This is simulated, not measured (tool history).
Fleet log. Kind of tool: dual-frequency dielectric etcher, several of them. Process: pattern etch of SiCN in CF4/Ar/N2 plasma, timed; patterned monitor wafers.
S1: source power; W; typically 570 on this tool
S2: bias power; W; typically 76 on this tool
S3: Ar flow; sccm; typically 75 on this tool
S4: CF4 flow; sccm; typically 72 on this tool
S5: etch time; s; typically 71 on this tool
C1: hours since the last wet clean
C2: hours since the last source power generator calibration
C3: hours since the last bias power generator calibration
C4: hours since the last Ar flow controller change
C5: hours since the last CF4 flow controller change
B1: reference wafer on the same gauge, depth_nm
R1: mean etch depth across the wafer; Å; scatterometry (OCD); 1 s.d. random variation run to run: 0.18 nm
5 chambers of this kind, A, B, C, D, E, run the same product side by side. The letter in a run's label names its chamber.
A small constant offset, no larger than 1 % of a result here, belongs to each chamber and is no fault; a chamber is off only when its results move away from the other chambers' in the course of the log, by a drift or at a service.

run 1E hour=5.8 | S1=570 S2=76 S3=75 S4=72 S5=71 | C1=95.6 C2=1913.5 C3=1309.0 C4=1551.7 C5=3144.8 | B1=88.367 | R1=808.57
run 2A hour=14.9 | S1=570 S2=76 S3=75 S4=72 S5=71 | C1=394.1 C2=588.5 C3=2519.8 C4=4645.1 C5=1700.4 | B1=88.393 | R1=807.02
-- hour=21.1 chamber D: wet clean of the chamber
run 3B hour=21.4 | S1=570 S2=76 S3=75 S4=72 S5=71 | C1=423.3 C2=3039.5 C3=2311.8 C4=1396.0 C5=587.6 | B1=88.393 | R1=799.44
run 4D hour=30.0 | S1=570 S2=76 S3=75 S4=72 S5=71 | C1=9.0 C2=1045.9 C3=1607.1 C4=2482.4 C5=730.2 | B1=88.416 | R1=805.32
run 5C hour=38.6 | S1=570 S2=76 S3=75 S4=72 S5=71 | C1=94.4 C2=1568.9 C3=1776.2 C4=291.5 C5=464.2 | B1=88.345 | R1=802.28
run 6B hour=43.0 | S1=570 S2=76 S3=75 S4=72 S5=71 | C1=444.9 C2=3061.1 C3=2333.4 C4=1417.6 C5=609.2 | B1=88.368 | R1=796.86
run 7C hour=47.9 | S1=570 S2=76 S3=75 S4=72 S5=71 | C1=103.7 C2=1578.2 C3=1785.5 C4=300.8 C5=473.5 | B1=88.367 | R1=806.44
run 8E hour=52.0 | S1=570 S2=76 S3=75 S4=72 S5=71 | C1=141.8 C2=1959.7 C3=1355.2 C4=1597.9 C5=3191.0 | B1=88.373 | R1=812.34
run 9D hour=60.7 | S1=520 S2=62 S3=75 S4=72 S5=71 | C1=39.7 C2=1076.6 C3=1637.8 C4=2513.1 C5=760.9 | B1=88.367 | R1=692.56
run 10A hour=67.4 | S1=520 S2=62 S3=75 S4=72 S5=71 | C1=446.6 C2=641.0 C3=2572.3 C4=4697.6 C5=1752.9 | B1=88.478 | R1=695.11
run 11C hour=72.3 | S1=520 S2=62 S3=75 S4=72 S5=71 | C1=128.1 C2=1602.6 C3=1809.9 C4=325.2 C5=497.9 | B1=88.379 | R1=691.42
run 12D hour=78.4 | S1=520 S2=62 S3=75 S4=72 S5=71 | C1=57.4 C2=1094.3 C3=1655.5 C4=2530.8 C5=778.6 | B1=88.404 | R1=696.40
run 13E hour=84.7 | S1=520 S2=62 S3=75 S4=72 S5=71 | C1=174.5 C2=1992.4 C3=1387.9 C4=1630.6 C5=3223.7 | B1=88.402 | R1=698.68
run 14A hour=93.0 | S1=570 S2=76 S3=90 S4=72 S5=71 | C1=472.2 C2=666.6 C3=2597.9 C4=4723.2 C5=1778.5 | B1=88.348 | R1=785.18
run 15B hour=100.7 | S1=570 S2=76 S3=90 S4=72 S5=71 | C1=502.6 C2=3118.8 C3=2391.1 C4=1475.3 C5=666.9 | B1=88.367 | R1=780.30
run 16A hour=107.1 | S1=570 S2=76 S3=90 S4=72 S5=71 | C1=486.3 C2=680.7 C3=2612.0 C4=4737.3 C5=1792.6 | B1=88.343 | R1=784.92
run 17D hour=111.2 | S1=570 S2=76 S3=90 S4=72 S5=71 | C1=90.2 C2=1127.1 C3=1688.3 C4=2563.6 C5=811.4 | B1=88.412 | R1=783.26
run 18C hour=117.0 | S1=570 S2=76 S3=90 S4=72 S5=71 | C1=172.8 C2=1647.3 C3=1854.6 C4=369.9 C5=542.6 | B1=88.376 | R1=779.33
run 19B hour=124.3 | S1=570 S2=76 S3=75 S4=72 S5=71 | C1=526.2 C2=3142.4 C3=2414.7 C4=1498.9 C5=690.5 | B1=88.398 | R1=797.91
-- hour=131.1 chamber B: wet clean of the chamber
run 20E hour=133.0 | S1=570 S2=76 S3=75 S4=72 S5=71 | C1=222.8 C2=2040.7 C3=1436.2 C4=1678.9 C5=3272.0 | B1=88.411 | R1=808.51
run 21E hour=141.4 | S1=570 S2=76 S3=75 S4=72 S5=71 | C1=231.2 C2=2049.1 C3=1444.6 C4=1687.3 C5=3280.4 | B1=88.433 | R1=808.61
run 22B hour=148.4 | S1=570 S2=76 S3=75 S4=72 S5=71 | C1=17.4 C2=3166.5 C3=2438.8 C4=1523.0 C5=714.6 | B1=88.415 | R1=797.84
-- hour=152.9 chamber A: wet clean of the chamber
run 23C hour=154.6 | S1=460 S2=76 S3=75 S4=72 S5=71 | C1=210.4 C2=1684.9 C3=1892.2 C4=407.5 C5=580.2 | B1=88.437 | R1=662.58
run 24A hour=161.6 | S1=460 S2=76 S3=75 S4=72 S5=71 | C1=8.7 C2=735.2 C3=2666.5 C4=4791.8 C5=1847.1 | B1=88.382 | R1=667.87
run 25D hour=167.7 | S1=460 S2=76 S3=75 S4=72 S5=71 | C1=146.7 C2=1183.6 C3=1744.8 C4=2620.1 C5=867.9 | B1=88.440 | R1=663.27
run 26C hour=173.2 | S1=460 S2=76 S3=75 S4=72 S5=71 | C1=229.0 C2=1703.5 C3=1910.8 C4=426.1 C5=598.8 | B1=88.399 | R1=660.06
run 27E hour=178.9 | S1=460 S2=76 S3=75 S4=72 S5=71 | C1=268.7 C2=2086.6 C3=1482.1 C4=1724.8 C5=3317.9 | B1=88.400 | R1=672.19
run 28D hour=186.7 | S1=570 S2=76 S3=75 S4=72 S5=71 | C1=165.7 C2=1202.6 C3=1763.8 C4=2639.1 C5=886.9 | B1=88.389 | R1=806.07
run 29B hour=192.7 | S1=570 S2=76 S3=75 S4=72 S5=71 | C1=61.7 C2=3210.8 C3=2483.1 C4=1567.3 C5=758.9 | B1=88.367 | R1=796.20
run 30A hour=200.7 | S1=570 S2=76 S3=75 S4=72 S5=71 | C1=47.8 C2=774.3 C3=2705.6 C4=4830.9 C5=1886.2 | B1=88.435 | R1=807.78
run 31B hour=206.0 | S1=570 S2=76 S3=75 S4=72 S5=71 | C1=75.0 C2=3224.1 C3=2496.4 C4=1580.6 C5=772.2 | B1=88.406 | R1=798.39
run 32D hour=211.7 | S1=570 S2=76 S3=75 S4=72 S5=71 | C1=190.7 C2=1227.6 C3=1788.8 C4=2664.1 C5=911.9 | B1=88.373 | R1=802.77
run 33A hour=220.5 | S1=570 S2=76 S3=75 S4=72 S5=71 | C1=67.6 C2=794.1 C3=2725.4 C4=4850.7 C5=1906.0 | B1=88.419 | R1=810.39
run 34E hour=226.2 | S1=570 S2=76 S3=75 S4=72 S5=71 | C1=316.0 C2=2133.9 C3=1529.4 C4=1772.1 C5=3365.2 | B1=88.373 | R1=809.29
run 35C hour=233.9 | S1=570 S2=76 S3=93 S4=72 S5=71 | C1=289.7 C2=1764.2 C3=1971.5 C4=486.8 C5=659.5 | B1=88.421 | R1=778.01
run 36B hour=241.3 | S1=570 S2=76 S3=93 S4=72 S5=71 | C1=110.3 C2=3259.4 C3=2531.7 C4=1615.9 C5=807.5 | B1=88.393 | R1=776.26
run 37C hour=248.5 | S1=570 S2=76 S3=93 S4=72 S5=71 | C1=304.3 C2=1778.8 C3=1986.1 C4=501.4 C5=674.1 | B1=88.394 | R1=778.21
run 38D hour=254.1 | S1=570 S2=76 S3=93 S4=72 S5=71 | C1=233.1 C2=1270.0 C3=1831.2 C4=2706.5 C5=954.3 | B1=88.457 | R1=782.99
run 39E hour=261.1 | S1=570 S2=76 S3=93 S4=72 S5=71 | C1=350.9 C2=2168.8 C3=1564.3 C4=1807.0 C5=3400.1 | B1=88.372 | R1=783.16

All chambers now run identical settings, listed one chamber a line with results as question marks. What results will each chamber show?
run 40A hour=267.7 | S1=570 S2=76 S3=75 S4=72 S5=71 | R1=?
run 40B hour=267.7 | S1=570 S2=76 S3=75 S4=72 S5=71 | R1=?
run 40C hour=267.7 | S1=570 S2=76 S3=75 S4=72 S5=71 | R1=?
run 40D hour=267.7 | S1=570 S2=76 S3=75 S4=72 S5=71 | R1=?
run 40E hour=267.7 | S1=570 S2=76 S3=75 S4=72 S5=71 | R1=?

run=40A R1=805.14
run=40B R1=795.70
run=40C R1=801.52
run=40D R1=804.76
run=40E R1=811.23

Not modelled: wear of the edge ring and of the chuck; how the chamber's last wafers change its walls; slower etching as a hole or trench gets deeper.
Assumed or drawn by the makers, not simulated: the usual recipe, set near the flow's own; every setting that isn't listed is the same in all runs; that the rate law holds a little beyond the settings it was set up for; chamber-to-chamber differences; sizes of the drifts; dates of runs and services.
